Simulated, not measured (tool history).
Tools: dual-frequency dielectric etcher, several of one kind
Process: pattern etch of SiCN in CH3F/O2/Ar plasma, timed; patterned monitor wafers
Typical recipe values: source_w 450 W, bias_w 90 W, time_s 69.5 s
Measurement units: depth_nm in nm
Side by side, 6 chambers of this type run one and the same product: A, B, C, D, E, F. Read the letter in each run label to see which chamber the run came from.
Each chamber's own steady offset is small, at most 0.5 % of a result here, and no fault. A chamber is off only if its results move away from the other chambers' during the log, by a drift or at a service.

| run | day | source_w | bias_w | time_s | hours since the last wet clean | hours since the last source power generator calibration | hours since the last bias power generator calibration | read-back reference wafer on the same gauge, depth_nm | depth_nm |
|---|---|---|---|---|---|---|---|---|---|
| 1B | 0.267 | 450 | 90 | 69.5 | 560.7 | 1059.1 | 1730.3 | 32.902 | 29.496 |
| 2E | 0.596 | 450 | 90 | 69.5 | 382.3 | 204.7 | 897.8 | 32.885 | 29.421 |
| 3A | 0.829 | 450 | 90 | 69.5 | 542.9 | 2012.5 | 564.9 | 32.901 | 29.558 |
|  | 1.025 | chamber E: wet clean of the chamber |
| 4C | 1.179 | 450 | 90 | 69.5 | 483.8 | 847.5 | 1319.7 | 32.899 | 29.421 |
|  | 1.354 | chamber C: wet clean of the chamber |
| 5D | 1.371 | 450 | 90 | 69.5 | 47.3 | 2494.3 | 1373.9 | 32.895 | 29.553 |
| 6F | 1.612 | 450 | 90 | 69.5 | 261.4 | 1355.9 | 952.8 | 32.895 | 29.503 |
| 7C | 1.962 | 450 | 90 | 69.5 | 14.6 | 866.3 | 1338.5 | 32.914 | 29.466 |
| 8B | 2.333 | 450 | 90 | 69.5 | 610.3 | 1108.7 | 1779.9 | 32.886 | 29.526 |
| 9E | 2.658 | 450 | 90 | 69.5 | 39.3 | 254.2 | 947.3 | 32.895 | 29.446 |
| 10A | 2.883 | 450 | 90 | 69.5 | 592.2 | 2061.8 | 614.2 | 32.897 | 29.559 |
| 11D | 3.158 | 450 | 90 | 85.5 | 90.2 | 2537.2 | 1416.8 | 32.905 | 36.318 |
|  | 3.338 | chamber A: wet clean of the chamber |
| 12F | 3.412 | 450 | 90 | 85.5 | 304.6 | 1399.1 | 996 | 32.885 | 36.214 |
| 13F | 3.7 | 450 | 90 | 85.5 | 311.5 | 1406 | 1002.9 | 32.899 | 36.175 |
| 14B | 4.004 | 450 | 90 | 85.5 | 650.4 | 1148.8 | 1820 | 32.902 | 36.322 |
| 15C | 4.212 | 450 | 90 | 85.5 | 68.6 | 920.3 | 1392.5 | 32.907 | 36.126 |
| 16A | 4.454 | 450 | 90 | 85.5 | 26.9 | 2099.5 | 651.9 | 32.903 | 36.4 |
| 17E | 4.638 | 450 | 90 | 69.5 | 86.8 | 301.7 | 994.8 | 32.9 | 29.461 |
| 18D | 5.004 | 450 | 90 | 69.5 | 134.5 | 2581.5 | 1461.1 | 32.893 | 29.559 |
| 19B | 5.288 | 550 | 90 | 69.5 | 681.2 | 1179.6 | 1850.8 | 32.893 | 31.869 |
| 20E | 5.512 | 550 | 90 | 69.5 | 107.8 | 322.7 | 1015.8 | 32.902 | 31.971 |
| 21A | 5.783 | 550 | 90 | 69.5 | 58.8 | 2131.4 | 683.8 | 32.899 | 31.87 |
| 22C | 6.058 | 550 | 90 | 69.5 | 112.9 | 964.6 | 1436.8 | 32.914 | 31.662 |
| 23F | 6.271 | 550 | 90 | 69.5 | 373.2 | 1467.7 | 1064.6 | 32.921 | 31.82 |
| 24D | 6.617 | 550 | 90 | 69.5 | 173.2 | 2620.2 | 1499.8 | 32.91 | 31.841 |
|  | 6.633 | chamber F: wet clean of the chamber |
| 25D | 6.796 | 450 | 90 | 69.5 | 177.5 | 2624.5 | 1504.1 | 32.89 | 29.517 |
| 26A | 7.146 | 450 | 90 | 69.5 | 91.5 | 2164.1 | 716.5 | 32.899 | 29.603 |
|  | 7.288 | chamber B: wet clean of the chamber |
| 27F | 7.433 | 450 | 90 | 69.5 | 19.3 | 1495.6 | 1092.5 | 32.897 | 29.387 |
| 28E | 7.658 | 450 | 90 | 69.5 | 159.3 | 374.2 | 1067.3 | 32.906 | 29.739 |
| 29B | 8.008 | 450 | 90 | 69.5 | 17.3 | 1244.9 | 1916.1 | 32.895 | 29.624 |
| 30C | 8.196 | 450 | 90 | 69.5 | 164.2 | 1015.9 | 1488.1 | 32.894 | 29.482 |
| 31D | 8.492 | 450 | 90 | 69.5 | 218.2 | 2665.2 | 1544.8 | 32.909 | 29.424 |
| 32C | 8.75 | 450 | 90 | 69.5 | 177.5 | 1029.2 | 1501.4 | 32.879 | 29.45 |
| 33E | 8.921 | 450 | 90 | 69.5 | 189.6 | 404.5 | 1097.6 | 32.895 | 29.684 |
| 34B | 9.154 | 450 | 90 | 69.5 | 44.8 | 1272.4 | 1943.6 | 32.89 | 29.592 |
| 35F | 9.45 | 450 | 90 | 69.5 | 67.7 | 1544 | 1140.9 | 32.903 | 29.513 |
| 36A | 9.779 | 450 | 111 | 69.5 | 154.7 | 2227.3 | 779.7 | 32.897 | 32.077 |
| 37C | 10.05 | 450 | 111 | 69.5 | 208.7 | 1060.4 | 1532.6 | 32.896 | 31.941 |
| 38A | 10.254 | 450 | 111 | 69.5 | 166.1 | 2238.7 | 791.1 | 32.902 | 31.956 |
| 39E | 10.508 | 450 | 111 | 69.5 | 227.7 | 442.6 | 1135.7 | 32.904 | 32.272 |
| 40B | 10.708 | 450 | 111 | 69.5 | 82.1 | 1309.7 | 1980.9 | 32.908 | 31.901 |
| 41D | 11.029 | 450 | 111 | 69.5 | 279.1 | 2726.1 | 1605.7 | 32.926 | 31.876 |
| 42F | 11.279 | 450 | 90 | 69.5 | 111.6 | 1587.9 | 1184.8 | 32.906 | 29.499 |
| 43E | 11.533 | 450 | 90 | 69.5 | 252.3 | 467.2 | 1160.3 | 32.908 | 29.97 |
| 44A | 11.862 | 450 | 90 | 69.5 | 204.7 | 2277.3 | 829.7 | 32.923 | 29.553 |

All chambers now run identical settings, listed one chamber a line with results as question marks. What results will each chamber show?
| 45A | 12.133 | 340 | 90 | 69.5 |  |  |  |  | ? |
| 45B | 12.133 | 340 | 90 | 69.5 |  |  |  |  | ? |
| 45C | 12.133 | 340 | 90 | 69.5 |  |  |  |  | ? |
| 45D | 12.133 | 340 | 90 | 69.5 |  |  |  |  | ? |
| 45E | 12.133 | 340 | 90 | 69.5 |  |  |  |  | ? |
| 45F | 12.133 | 340 | 90 | 69.5 |  |  |  |  | ? |

| run | depth_nm |
|---|---|
| 45A | 26.515 |
| 45B | 26.653 |
| 45C | 26.504 |
| 45D | 26.551 |
| 45E | 27.028 |
| 45F | 26.542 |
